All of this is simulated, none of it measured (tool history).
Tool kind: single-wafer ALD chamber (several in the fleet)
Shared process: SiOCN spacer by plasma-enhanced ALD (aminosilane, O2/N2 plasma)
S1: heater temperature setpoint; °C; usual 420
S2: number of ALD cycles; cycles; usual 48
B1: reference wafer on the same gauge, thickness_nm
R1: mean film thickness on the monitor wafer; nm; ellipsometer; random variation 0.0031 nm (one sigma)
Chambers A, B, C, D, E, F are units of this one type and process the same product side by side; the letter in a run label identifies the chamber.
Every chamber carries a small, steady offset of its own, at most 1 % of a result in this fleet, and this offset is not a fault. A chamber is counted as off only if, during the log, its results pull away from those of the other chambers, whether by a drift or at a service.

{"run": "1A", "hour": 5.8, "S1": 420, "S2": 48, "B1": 3.0109, "R1": 2.7155}
{"run": "2B", "hour": 10.5, "S1": 420, "S2": 48, "B1": 3.0111, "R1": 2.7317}
{"run": "3D", "hour": 13.5, "S1": 420, "S2": 48, "B1": 3.011, "R1": 2.7069}
{"run": "4F", "hour": 18.9, "S1": 420, "S2": 48, "B1": 3.0108, "R1": 2.7202}
{"run": "5E", "hour": 22.6, "S1": 420, "S2": 48, "B1": 3.0114, "R1": 2.7473}
{"run": "6C", "hour": 26.0, "S1": 420, "S2": 48, "B1": 3.0112, "R1": 2.7259}
{"run": "7C", "hour": 29.8, "S1": 427, "S2": 45, "B1": 3.0117, "R1": 2.4919}
{"run": "8F", "hour": 33.3, "S1": 427, "S2": 45, "B1": 3.0126, "R1": 2.4927}
{"run": "9E", "hour": 38.0, "S1": 427, "S2": 45, "B1": 3.0132, "R1": 2.5148}
{"run": "10D", "hour": 40.7, "S1": 427, "S2": 45, "B1": 3.014, "R1": 2.4783}
{"run": "11A", "hour": 43.7, "S1": 427, "S2": 45, "B1": 3.0144, "R1": 2.4978}
{"run": "12B", "hour": 46.5, "S1": 427, "S2": 45, "B1": 3.0138, "R1": 2.5059}
{"run": "13B", "hour": 51.1, "S1": 408, "S2": 48, "B1": 3.0134, "R1": 2.8369}
{"run": "14E", "hour": 56.9, "S1": 408, "S2": 48, "B1": 3.0145, "R1": 2.8475}
{"run": "15F", "hour": 59.5, "S1": 408, "S2": 48, "B1": 3.0149, "R1": 2.821}
{"run": "16D", "hour": 62.1, "S1": 408, "S2": 48, "B1": 3.015, "R1": 2.8109}
{"run": "17A", "hour": 67.4, "S1": 408, "S2": 48, "B1": 3.0156, "R1": 2.8266}
{"run": "18C", "hour": 72.0, "S1": 408, "S2": 48, "B1": 3.0155, "R1": 2.8289}
{"run": "19E", "hour": 76.9, "S1": 420, "S2": 48, "B1": 3.016, "R1": 2.7452}
{"run": "20D", "hour": 80.6, "S1": 420, "S2": 48, "B1": 3.0166, "R1": 2.7098}
{"run": "21C", "hour": 86.1, "S1": 420, "S2": 48, "B1": 3.0174, "R1": 2.7237}
{"run": "22F", "hour": 90.3, "S1": 420, "S2": 48, "B1": 3.0166, "R1": 2.7281}
{"run": "23B", "hour": 93.6, "S1": 420, "S2": 48, "B1": 3.0175, "R1": 2.7367}
{"hour": 96.1, "done": "chamber C: thermocouple changed; heater temperature recalibrated"}
{"run": "24A", "hour": 97.3, "S1": 420, "S2": 48, "B1": 3.017, "R1": 2.7246}
{"run": "25C", "hour": 102.0, "S1": 420, "S2": 48, "B1": 3.0179, "R1": 2.7233}
{"run": "26B", "hour": 105.3, "S1": 427, "S2": 42, "B1": 3.0189, "R1": 2.3395}
{"run": "27F", "hour": 108.2, "S1": 427, "S2": 42, "B1": 3.0191, "R1": 2.333}
{"run": "28A", "hour": 111.0, "S1": 427, "S2": 42, "B1": 3.019, "R1": 2.3294}
{"run": "29D", "hour": 115.2, "S1": 427, "S2": 42, "B1": 3.0194, "R1": 2.3235}
{"run": "30E", "hour": 121.0, "S1": 427, "S2": 42, "B1": 3.0194, "R1": 2.3531}
{"run": "31D", "hour": 124.8, "S1": 427, "S2": 42, "B1": 3.0199, "R1": 2.3216}
{"run": "32B", "hour": 128.6, "S1": 420, "S2": 48, "B1": 3.0206, "R1": 2.7394}
{"run": "33C", "hour": 131.5, "S1": 420, "S2": 48, "B1": 3.0211, "R1": 2.73}
{"run": "34E", "hour": 134.8, "S1": 420, "S2": 48, "B1": 3.0211, "R1": 2.746}
{"run": "35A", "hour": 137.7, "S1": 420, "S2": 55, "B1": 3.0208, "R1": 3.1188}
{"run": "36F", "hour": 142.2, "S1": 420, "S2": 55, "B1": 3.0216, "R1": 3.1256}
{"run": "37D", "hour": 146.1, "S1": 420, "S2": 55, "B1": 3.0214, "R1": 3.1086}
{"run": "38A", "hour": 150.1, "S1": 420, "S2": 55, "B1": 3.0221, "R1": 3.1355}
{"run": "39C", "hour": 155.4, "S1": 420, "S2": 55, "B1": 3.022, "R1": 3.1315}
{"run": "40E", "hour": 161.2, "S1": 420, "S2": 55, "B1": 3.0226, "R1": 3.1525}
{"run": "41F", "hour": 165.9, "S1": 420, "S2": 48, "B1": 3.0229, "R1": 2.7276}
{"run": "42B", "hour": 169.1, "S1": 420, "S2": 48, "B1": 3.0243, "R1": 2.7371}

One chamber off, gauge drift, or nothing amiss beyond the chambers' own small offsets? If it is a chamber, which one, and what is the likeliest cause?

No chamber is off; the gauge reading every chamber's wafers drifts, which makes the whole fleet appear to move together.
Likeliest cause: gauge reads high (%) = 0.466.
